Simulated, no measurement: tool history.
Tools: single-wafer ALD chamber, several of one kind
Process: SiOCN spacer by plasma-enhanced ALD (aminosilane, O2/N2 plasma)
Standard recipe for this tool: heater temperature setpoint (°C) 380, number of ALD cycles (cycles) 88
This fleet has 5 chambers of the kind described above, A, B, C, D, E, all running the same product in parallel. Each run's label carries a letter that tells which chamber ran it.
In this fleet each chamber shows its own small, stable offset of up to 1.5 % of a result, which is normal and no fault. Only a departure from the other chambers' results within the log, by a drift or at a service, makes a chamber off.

run	hour	heater temperature setpoint (°C)	number of ALD cycles (cycles)	hours since the last thermocouple change	read-back reference wafer on the same gauge, thickness_nm	mean film thickness on the monitor wafer (angstrom)
1C	5.1	380	88	1790.2	6.257	53.549
2D	13.1	380	88	953.8	6.2528	52.645
3B	20.3	380	88	2362.7	6.2626	52.864
4E	27.7	380	88	303.9	6.2569	53.631
5A	33.8	380	88	463.7	6.2622	53.241
6C	39	380	88	1824.1	6.2636	53.171
7B	44.3	380	88	2386.7	6.2554	52.911
8D	51.2	380	88	991.9	6.2713	52.574
9A	55.9	389	88	485.8	6.2549	53.694
10E	64.6	389	88	340.8	6.2595	53.264
11D	69.9	389	88	1010.6	6.2511	52.619
12E	76.4	389	88	352.6	6.2639	54.13
13C	85.6	389	88	1870.7	6.2597	53.409
14A	90.4	380	88	520.3	6.2668	53.625
15B	97.6	380	88	2440	6.2617	52.655
16C	104.2	380	88	1889.3	6.2597	52.99
17A	108.5	380	88	538.4	6.2561	53.381
18D	115	380	88	1055.7	6.2578	52.38
19E	123.9	380	88	400.1	6.2616	53.289
20B	132.5	380	88	2474.9	6.2532	52.928
21D	137.2	380	88	1077.9	6.2592	52.884
22B	146.2	380	88	2488.6	6.255	52.437
23C	155.5	380	88	1940.6	6.2584	53.175
24A	162.9	380	81	592.8	6.2616	49.092
25E	170.6	380	81	446.8	6.2605	49.529
26D	176.9	380	81	1117.6	6.2636	48.4
27B	181.2	380	81	2523.6	6.2612	48.76
28E	186.9	380	81	463.1	6.2556	49.445
29A	192.9	380	88	622.8	6.2581	53.545
30C	201	380	88	1986.1	6.2571	53.101
31E	206.8	380	88	483	6.2594	53.713
32C	213.3	380	88	1998.4	6.258	53.287
33A	221.8	371	88	651.7	6.2594	53.592
34D	227.3	371	88	1168	6.257	52.893
# hour 228.5: chamber B: thermocouple changed; heater temperature recalibrated
35B	232.6	371	88	4.2	6.2599	52.593
36E	240.4	371	88	516.6	6.2653	54.054
37A	247.6	371	88	677.5	6.2629	53.326

Predict what each chamber gives when all 5 of them run the settings below next.
38A	254.6	380	104			?
38B	254.6	380	104			?
38C	254.6	380	104			?
38D	254.6	380	104			?
38E	254.6	380	104			?

run	mean film thickness on the monitor wafer (angstrom)
38A	63.409
38B	62.622
38C	63.09
38D	62.192
38E	63.592
